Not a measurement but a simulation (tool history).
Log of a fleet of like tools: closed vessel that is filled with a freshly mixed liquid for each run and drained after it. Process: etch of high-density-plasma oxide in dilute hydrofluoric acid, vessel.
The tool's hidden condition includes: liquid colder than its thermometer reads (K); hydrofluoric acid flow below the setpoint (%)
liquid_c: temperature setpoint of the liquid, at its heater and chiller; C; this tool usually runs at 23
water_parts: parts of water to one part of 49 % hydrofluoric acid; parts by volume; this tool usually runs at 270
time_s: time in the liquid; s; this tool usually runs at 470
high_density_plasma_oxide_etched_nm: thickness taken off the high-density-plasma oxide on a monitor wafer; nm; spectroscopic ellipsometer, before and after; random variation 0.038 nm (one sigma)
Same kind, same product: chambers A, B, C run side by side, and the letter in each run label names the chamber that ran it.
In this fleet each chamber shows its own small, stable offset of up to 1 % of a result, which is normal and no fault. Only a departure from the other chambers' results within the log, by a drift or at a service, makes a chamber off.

run	hour	liquid_c	water_parts	time_s	hours since the thermometer was replaced	hours since the hydrofluoric acid flow meter was replaced	read-back film thickness of the high-density-plasma oxide reference wafer, read on the same gauge (nm)	high_density_plasma_oxide_etched_nm
1A	8.7	23	270	470	236.8	253.3	130.01	7.1539
# hour 9.9: chamber B: thermometer replaced
2C	16.9	23	270	470	779.3	137.6	130	7.1079
3B	28.5	23	270	470	18.6	812.6	129.99	7.1036
4C	42	23	270	470	804.4	162.7	130	7.1157
5A	53.6	23	215	360	281.7	298.2	129.99	7.2423
6B	61	23	215	360	51.1	845.1	129.99	7.1653
7C	70.5	23	215	360	832.9	191.2	129.99	7.2547
8B	77	23	270	470	67.1	861.1	130	7.1022
9A	89.9	23	270	470	318	334.5	130.02	7.1227
10B	97.7	23	270	470	87.8	881.8	130.01	6.9789
11C	104.1	23	270	315	866.5	224.8	130	4.8371
12A	112.7	23	270	315	340.8	357.3	129.98	4.7359
13C	120	23	270	315	882.4	240.7	130.01	4.8147
14B	132.7	23	270	470	122.8	916.8	130	6.9786
15A	139.9	23	270	470	368	384.5	130	7.1339
16A	152.9	23	270	470	381	397.5	130	7.0965
17B	166.4	23	270	470	156.5	950.5	129.99	6.8995
18C	175.4	23	270	470	937.8	296.1	130	7.2104
19A	185.8	23	270	470	413.9	430.4	129.99	7.1107
20C	192.7	23	270	470	955.1	313.4	129.99	7.1621
21B	199.5	26	270	565	189.6	983.6	130.01	9.289
22B	213.1	26	270	565	203.2	997.2	130.03	9.2447
23A	225	26	270	565	453.1	469.6	130.02	9.5233
24C	235.2	23	270	470	997.6	355.9	129.98	7.133
25A	246	23	270	470	474.1	490.6	129.99	7.11

Does one chamber stand apart from the rest, does the shared gauge drift, or is all well apart from small per-chamber offsets? Give the chamber and the most likely cause, where there is one.

Little by little, chamber B moves away from the other chambers.
Cause: hydrofluoric acid flow below the setpoint (%) = 3.07.
It could be hard to tell apart here from: liquid colder than its thermometer reads (K).

Here are 4 candidates for chamber B's next run, each the usual settings with a change, their results left as question marks. Which one brings its results back in line with what the others give on the usual settings?
To be in line, a result may differ from the other chambers' mean on the usual settings by at most: high_density_plasma_oxide_etched_nm 0.13 nm
26B-1	255.9	23	275	460				?
26B-2	255.9	23	270	425				?
26B-3	255.9	24.5	270	470				?
26B-4	255.9	23	270	515				?

The other chambers' mean on the usual settings: high_density_plasma_oxide_etched_nm 7.1343 nm
run	high_density_plasma_oxide_etched_nm
26B-1	6.5123
26B-2	6.1579
26B-3	7.1802
26B-4	7.4619
26B-3 is the one that brings the chamber's results back in line with the other chambers.
